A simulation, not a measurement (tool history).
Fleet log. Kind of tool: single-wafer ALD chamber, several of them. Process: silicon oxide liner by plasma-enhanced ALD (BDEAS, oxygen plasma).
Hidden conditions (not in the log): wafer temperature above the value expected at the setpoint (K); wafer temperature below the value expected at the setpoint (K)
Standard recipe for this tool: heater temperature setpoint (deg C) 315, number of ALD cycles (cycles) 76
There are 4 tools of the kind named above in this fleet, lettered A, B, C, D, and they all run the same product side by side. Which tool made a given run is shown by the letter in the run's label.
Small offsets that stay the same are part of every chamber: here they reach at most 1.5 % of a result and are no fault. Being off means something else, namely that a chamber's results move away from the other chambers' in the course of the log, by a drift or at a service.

| run | day | heater temperature setpoint (deg C) | number of ALD cycles (cycles) | hours since the last thermocouple change | read-back reference wafer on the same gauge, thickness_nm | mean film thickness on the monitor wafer (nm) |
|---|---|---|---|---|---|---|
| 1D | 0.417 | 315 | 76 | 601.1 | 5.5816 | 6.8571 |
| 2B | 0.838 | 315 | 76 | 919.2 | 5.5764 | 6.9654 |
| 3C | 1.204 | 315 | 76 | 1649.6 | 5.5769 | 6.8266 |
| 4A | 1.629 | 315 | 76 | 2266.2 | 5.5749 | 6.9112 |
| 5C | 1.896 | 315 | 76 | 1666.2 | 5.5751 | 6.825 |
| 6D | 2.271 | 315 | 76 | 645.6 | 5.5715 | 6.8409 |
| 7A | 2.629 | 315 | 76 | 2290.2 | 5.5726 | 6.8924 |
| 8B | 3.071 | 315 | 76 | 972.8 | 5.5699 | 6.93 |
| 9A | 3.271 | 315 | 76 | 2305.6 | 5.5714 | 6.903 |
| 10D | 3.496 | 327 | 66 | 675 | 5.569 | 5.862 |
| 11B | 3.704 | 327 | 66 | 988 | 5.5726 | 5.912 |
| 12C | 4.108 | 327 | 66 | 1719.3 | 5.5687 | 5.8169 |
| 13C | 4.442 | 327 | 66 | 1727.3 | 5.5698 | 5.8108 |
| 14A | 4.679 | 315 | 76 | 2339.4 | 5.5676 | 6.905 |
| 15D | 4.929 | 315 | 76 | 709.4 | 5.5664 | 6.8625 |
| 16B | 5.129 | 315 | 76 | 1022.2 | 5.5657 | 6.9088 |
| 17B | 5.354 | 315 | 76 | 1027.6 | 5.5643 | 6.9118 |
|  | 5.671 | chamber C: thermocouple changed; heater temperature recalibrated |
| 18C | 5.779 | 315 | 76 | 2.6 | 5.5644 | 6.8162 |
| 19D | 5.975 | 315 | 76 | 734.5 | 5.5616 | 6.8253 |
| 20A | 6.196 | 315 | 76 | 2375.8 | 5.5635 | 6.8892 |
| 21D | 6.471 | 315 | 76 | 746.4 | 5.5647 | 6.8484 |
| 22B | 6.879 | 315 | 76 | 1064.2 | 5.5616 | 6.9059 |
| 23A | 7.217 | 321 | 65 | 2400.3 | 5.557 | 5.8477 |
| 24C | 7.438 | 321 | 65 | 42.4 | 5.5586 | 5.7653 |
| 25C | 7.817 | 321 | 65 | 51.5 | 5.5608 | 5.7749 |
| 26B | 8.117 | 321 | 65 | 1093.9 | 5.5568 | 5.8598 |
| 27D | 8.371 | 315 | 76 | 792 | 5.5557 | 6.8195 |
| 28A | 8.662 | 315 | 63 | 2435 | 5.5558 | 5.715 |
| 29D | 9.1 | 315 | 63 | 809.5 | 5.5544 | 5.6634 |
| 30A | 9.517 | 315 | 63 | 2455.5 | 5.5551 | 5.7108 |
| 31C | 9.767 | 315 | 63 | 98.3 | 5.5532 | 5.6345 |
| 32B | 10.096 | 315 | 76 | 1141.4 | 5.5538 | 6.932 |
| 33A | 10.308 | 315 | 76 | 2474.5 | 5.5525 | 6.8836 |
| 34D | 10.504 | 301 | 64 | 843.2 | 5.55 | 5.8494 |
| 35C | 10.767 | 301 | 64 | 122.3 | 5.5507 | 5.8125 |
| 36B | 10.958 | 301 | 64 | 1162.1 | 5.549 | 5.9326 |
| 37B | 11.188 | 301 | 64 | 1167.6 | 5.5495 | 5.9389 |
| 38A | 11.629 | 315 | 76 | 2506.2 | 5.5498 | 6.8915 |
| 39D | 12.067 | 315 | 76 | 880.7 | 5.547 | 6.8064 |
| 40C | 12.438 | 315 | 76 | 162.4 | 5.5463 | 6.7964 |
| 41D | 12.671 | 315 | 76 | 895.2 | 5.5447 | 6.7926 |
| 42B | 12.904 | 315 | 76 | 1208.8 | 5.5457 | 6.9067 |
| 43A | 13.104 | 315 | 87 | 2541.6 | 5.5455 | 7.8707 |
| 44C | 13.3 | 315 | 87 | 183.1 | 5.542 | 7.763 |

Next, every chamber runs the same settings. What will each give?
| 45A | 13.617 | 315 | 85 |  |  | ? |
| 45B | 13.617 | 315 | 85 |  |  | ? |
| 45C | 13.617 | 315 | 85 |  |  | ? |
| 45D | 13.617 | 315 | 85 |  |  | ? |

| run | mean film thickness on the monitor wafer (nm) |
|---|---|
| 45A | 7.6886 |
| 45B | 7.6979 |
| 45C | 7.5947 |
| 45D | 7.6195 |
